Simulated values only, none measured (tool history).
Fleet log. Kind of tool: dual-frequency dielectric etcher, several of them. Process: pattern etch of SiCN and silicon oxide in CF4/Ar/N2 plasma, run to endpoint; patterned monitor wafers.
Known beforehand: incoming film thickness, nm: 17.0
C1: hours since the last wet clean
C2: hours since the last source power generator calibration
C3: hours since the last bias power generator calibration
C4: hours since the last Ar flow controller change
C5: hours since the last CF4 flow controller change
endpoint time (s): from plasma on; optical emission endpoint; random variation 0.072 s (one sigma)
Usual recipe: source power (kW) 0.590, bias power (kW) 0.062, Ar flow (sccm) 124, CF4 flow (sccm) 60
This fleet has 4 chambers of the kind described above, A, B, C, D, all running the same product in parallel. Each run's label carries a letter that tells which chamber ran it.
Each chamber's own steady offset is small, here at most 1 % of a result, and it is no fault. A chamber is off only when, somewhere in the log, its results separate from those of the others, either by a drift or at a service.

run 1B hour=8.2 | source_power_(kW)=0.590 bias_power_(kW)=0.062 Ar_flow_(sccm)=124 CF4_flow_(sccm)=60 | C1=344.5 C2=3084.5 C3=321.0 C4=2940.7 C5=435.5 | endpoint_time_(s)=17.590
-- hour=13.5 chamber A: wet clean of the chamber
run 2A hour=14.1 | source_power_(kW)=0.590 bias_power_(kW)=0.062 Ar_flow_(sccm)=124 CF4_flow_(sccm)=60 | C1=0.7 C2=1676.9 C3=784.3 C4=429.9 C5=2050.0 | endpoint_time_(s)=17.352
run 3D hour=23.2 | source_power_(kW)=0.590 bias_power_(kW)=0.062 Ar_flow_(sccm)=124 CF4_flow_(sccm)=60 | C1=132.4 C2=2473.0 C3=2793.6 C4=215.1 C5=4615.2 | endpoint_time_(s)=17.429
run 4C hour=32.2 | source_power_(kW)=0.590 bias_power_(kW)=0.062 Ar_flow_(sccm)=124 CF4_flow_(sccm)=60 | C1=329.1 C2=2302.4 C3=1286.5 C4=1794.1 C5=1656.0 | endpoint_time_(s)=17.234
run 5C hour=39.3 | source_power_(kW)=0.590 bias_power_(kW)=0.062 Ar_flow_(sccm)=124 CF4_flow_(sccm)=60 | C1=336.2 C2=2309.5 C3=1293.6 C4=1801.2 C5=1663.1 | endpoint_time_(s)=17.103
-- hour=40.0 chamber D: CF4 flow controller replaced
run 6B hour=47.2 | source_power_(kW)=0.590 bias_power_(kW)=0.062 Ar_flow_(sccm)=124 CF4_flow_(sccm)=60 | C1=383.5 C2=3123.5 C3=360.0 C4=2979.7 C5=474.5 | endpoint_time_(s)=17.494
run 7A hour=58.2 | source_power_(kW)=0.590 bias_power_(kW)=0.062 Ar_flow_(sccm)=124 CF4_flow_(sccm)=60 | C1=44.8 C2=1721.0 C3=828.4 C4=474.0 C5=2094.1 | endpoint_time_(s)=17.344
run 8D hour=66.9 | source_power_(kW)=0.590 bias_power_(kW)=0.062 Ar_flow_(sccm)=124 CF4_flow_(sccm)=60 | C1=176.1 C2=2516.7 C3=2837.3 C4=258.8 C5=27.0 | endpoint_time_(s)=17.349
-- hour=75.4 chamber B: wet clean of the chamber
run 9A hour=78.7 | source_power_(kW)=0.590 bias_power_(kW)=0.062 Ar_flow_(sccm)=124 CF4_flow_(sccm)=60 | C1=65.3 C2=1741.5 C3=848.9 C4=494.5 C5=2114.6 | endpoint_time_(s)=17.389
run 10C hour=86.2 | source_power_(kW)=0.590 bias_power_(kW)=0.062 Ar_flow_(sccm)=124 CF4_flow_(sccm)=60 | C1=383.1 C2=2356.4 C3=1340.5 C4=1848.1 C5=1710.0 | endpoint_time_(s)=17.177
run 11D hour=94.4 | source_power_(kW)=0.590 bias_power_(kW)=0.062 Ar_flow_(sccm)=124 CF4_flow_(sccm)=60 | C1=203.6 C2=2544.2 C3=2864.8 C4=286.3 C5=54.5 | endpoint_time_(s)=17.259
run 12B hour=104.6 | source_power_(kW)=0.590 bias_power_(kW)=0.062 Ar_flow_(sccm)=124 CF4_flow_(sccm)=60 | C1=29.3 C2=3180.9 C3=417.4 C4=3037.1 C5=531.9 | endpoint_time_(s)=17.532
run 13A hour=113.4 | source_power_(kW)=0.590 bias_power_(kW)=0.062 Ar_flow_(sccm)=124 CF4_flow_(sccm)=60 | C1=100.0 C2=1776.2 C3=883.6 C4=529.2 C5=2149.3 | endpoint_time_(s)=17.379
run 14D hour=122.5 | source_power_(kW)=0.590 bias_power_(kW)=0.062 Ar_flow_(sccm)=124 CF4_flow_(sccm)=60 | C1=231.7 C2=2572.3 C3=2892.9 C4=314.4 C5=82.6 | endpoint_time_(s)=17.376
run 15C hour=128.0 | source_power_(kW)=0.590 bias_power_(kW)=0.062 Ar_flow_(sccm)=124 CF4_flow_(sccm)=60 | C1=424.9 C2=2398.2 C3=1382.3 C4=1889.9 C5=1751.8 | endpoint_time_(s)=17.119
run 16B hour=140.1 | source_power_(kW)=0.710 bias_power_(kW)=0.062 Ar_flow_(sccm)=124 CF4_flow_(sccm)=75 | C1=64.8 C2=3216.4 C3=452.9 C4=3072.6 C5=567.4 | endpoint_time_(s)=14.323
run 17B hour=146.2 | source_power_(kW)=0.710 bias_power_(kW)=0.062 Ar_flow_(sccm)=124 CF4_flow_(sccm)=75 | C1=70.9 C2=3222.5 C3=459.0 C4=3078.7 C5=573.5 | endpoint_time_(s)=14.340
run 18D hour=157.1 | source_power_(kW)=0.710 bias_power_(kW)=0.062 Ar_flow_(sccm)=124 CF4_flow_(sccm)=75 | C1=266.3 C2=2606.9 C3=2927.5 C4=349.0 C5=117.2 | endpoint_time_(s)=14.178
run 19A hour=167.8 | source_power_(kW)=0.710 bias_power_(kW)=0.062 Ar_flow_(sccm)=124 CF4_flow_(sccm)=75 | C1=154.4 C2=1830.6 C3=938.0 C4=583.6 C5=2203.7 | endpoint_time_(s)=14.191
run 20C hour=179.2 | source_power_(kW)=0.590 bias_power_(kW)=0.062 Ar_flow_(sccm)=124 CF4_flow_(sccm)=60 | C1=476.1 C2=2449.4 C3=1433.5 C4=1941.1 C5=1803.0 | endpoint_time_(s)=17.047
run 21B hour=191.0 | source_power_(kW)=0.590 bias_power_(kW)=0.062 Ar_flow_(sccm)=124 CF4_flow_(sccm)=60 | C1=115.7 C2=3267.3 C3=503.8 C4=3123.5 C5=618.3 | endpoint_time_(s)=17.395
run 22C hour=200.7 | source_power_(kW)=0.590 bias_power_(kW)=0.062 Ar_flow_(sccm)=124 CF4_flow_(sccm)=60 | C1=497.6 C2=2470.9 C3=1455.0 C4=1962.6 C5=1824.5 | endpoint_time_(s)=16.893
run 23D hour=208.6 | source_power_(kW)=0.640 bias_power_(kW)=0.062 Ar_flow_(sccm)=124 CF4_flow_(sccm)=60 | C1=317.8 C2=2658.4 C3=2979.0 C4=400.5 C5=168.7 | endpoint_time_(s)=16.116
run 24A hour=220.0 | source_power_(kW)=0.640 bias_power_(kW)=0.062 Ar_flow_(sccm)=124 CF4_flow_(sccm)=60 | C1=206.6 C2=1882.8 C3=990.2 C4=635.8 C5=2255.9 | endpoint_time_(s)=16.122
run 25A hour=230.2 | source_power_(kW)=0.640 bias_power_(kW)=0.062 Ar_flow_(sccm)=124 CF4_flow_(sccm)=60 | C1=216.8 C2=1893.0 C3=1000.4 C4=646.0 C5=2266.1 | endpoint_time_(s)=16.090
run 26B hour=241.9 | source_power_(kW)=0.640 bias_power_(kW)=0.062 Ar_flow_(sccm)=124 CF4_flow_(sccm)=60 | C1=166.6 C2=3318.2 C3=554.7 C4=3174.4 C5=669.2 | endpoint_time_(s)=16.237
run 27D hour=252.1 | source_power_(kW)=0.590 bias_power_(kW)=0.062 Ar_flow_(sccm)=124 CF4_flow_(sccm)=60 | C1=361.3 C2=2701.9 C3=3022.5 C4=444.0 C5=212.2 | endpoint_time_(s)=17.314
run 28C hour=262.9 | source_power_(kW)=0.590 bias_power_(kW)=0.062 Ar_flow_(sccm)=124 CF4_flow_(sccm)=60 | C1=559.8 C2=2533.1 C3=1517.2 C4=2024.8 C5=1886.7 | endpoint_time_(s)=16.734
run 29A hour=272.4 | source_power_(kW)=0.590 bias_power_(kW)=0.062 Ar_flow_(sccm)=124 CF4_flow_(sccm)=60 | C1=259.0 C2=1935.2 C3=1042.6 C4=688.2 C5=2308.3 | endpoint_time_(s)=17.370
run 30B hour=284.0 | source_power_(kW)=0.590 bias_power_(kW)=0.062 Ar_flow_(sccm)=124 CF4_flow_(sccm)=71 | C1=208.7 C2=3360.3 C3=596.8 C4=3216.5 C5=711.3 | endpoint_time_(s)=16.962
run 31C hour=294.3 | source_power_(kW)=0.590 bias_power_(kW)=0.062 Ar_flow_(sccm)=124 CF4_flow_(sccm)=71 | C1=591.2 C2=2564.5 C3=1548.6 C4=2056.2 C5=1918.1 | endpoint_time_(s)=16.022
run 32D hour=305.1 | source_power_(kW)=0.590 bias_power_(kW)=0.062 Ar_flow_(sccm)=124 CF4_flow_(sccm)=71 | C1=414.3 C2=2754.9 C3=3075.5 C4=497.0 C5=265.2 | endpoint_time_(s)=16.892
run 33D hour=313.2 | source_power_(kW)=0.590 bias_power_(kW)=0.062 Ar_flow_(sccm)=124 CF4_flow_(sccm)=71 | C1=422.4 C2=2763.0 C3=3083.6 C4=505.1 C5=273.3 | endpoint_time_(s)=16.752
run 34A hour=323.2 | source_power_(kW)=0.590 bias_power_(kW)=0.062 Ar_flow_(sccm)=124 CF4_flow_(sccm)=60 | C1=309.8 C2=1986.0 C3=1093.4 C4=739.0 C5=2359.1 | endpoint_time_(s)=17.388
run 35B hour=331.4 | source_power_(kW)=0.590 bias_power_(kW)=0.062 Ar_flow_(sccm)=124 CF4_flow_(sccm)=60 | C1=256.1 C2=3407.7 C3=644.2 C4=3263.9 C5=758.7 | endpoint_time_(s)=17.544
run 36C hour=341.6 | source_power_(kW)=0.520 bias_power_(kW)=0.062 Ar_flow_(sccm)=124 CF4_flow_(sccm)=60 | C1=638.5 C2=2611.8 C3=1595.9 C4=2103.5 C5=1965.4 | endpoint_time_(s)=18.431
run 37D hour=349.6 | source_power_(kW)=0.520 bias_power_(kW)=0.062 Ar_flow_(sccm)=124 CF4_flow_(sccm)=60 | C1=458.8 C2=2799.4 C3=3120.0 C4=541.5 C5=309.7 | endpoint_time_(s)=19.181

For the next run the whole fleet of 4 chambers uses the same settings. Give each chamber's results:
run 38A hour=358.3 | source_power_(kW)=0.590 bias_power_(kW)=0.062 Ar_flow_(sccm)=124 CF4_flow_(sccm)=60 | endpoint_time_(s)=?
run 38B hour=358.3 | source_power_(kW)=0.590 bias_power_(kW)=0.062 Ar_flow_(sccm)=124 CF4_flow_(sccm)=60 | endpoint_time_(s)=?
run 38C hour=358.3 | source_power_(kW)=0.590 bias_power_(kW)=0.062 Ar_flow_(sccm)=124 CF4_flow_(sccm)=60 | endpoint_time_(s)=?
run 38D hour=358.3 | source_power_(kW)=0.590 bias_power_(kW)=0.062 Ar_flow_(sccm)=124 CF4_flow_(sccm)=60 | endpoint_time_(s)=?

run=38A endpoint_time_(s)=17.290
run=38B endpoint_time_(s)=17.532
run=38C endpoint_time_(s)=16.414
run=38D endpoint_time_(s)=17.215
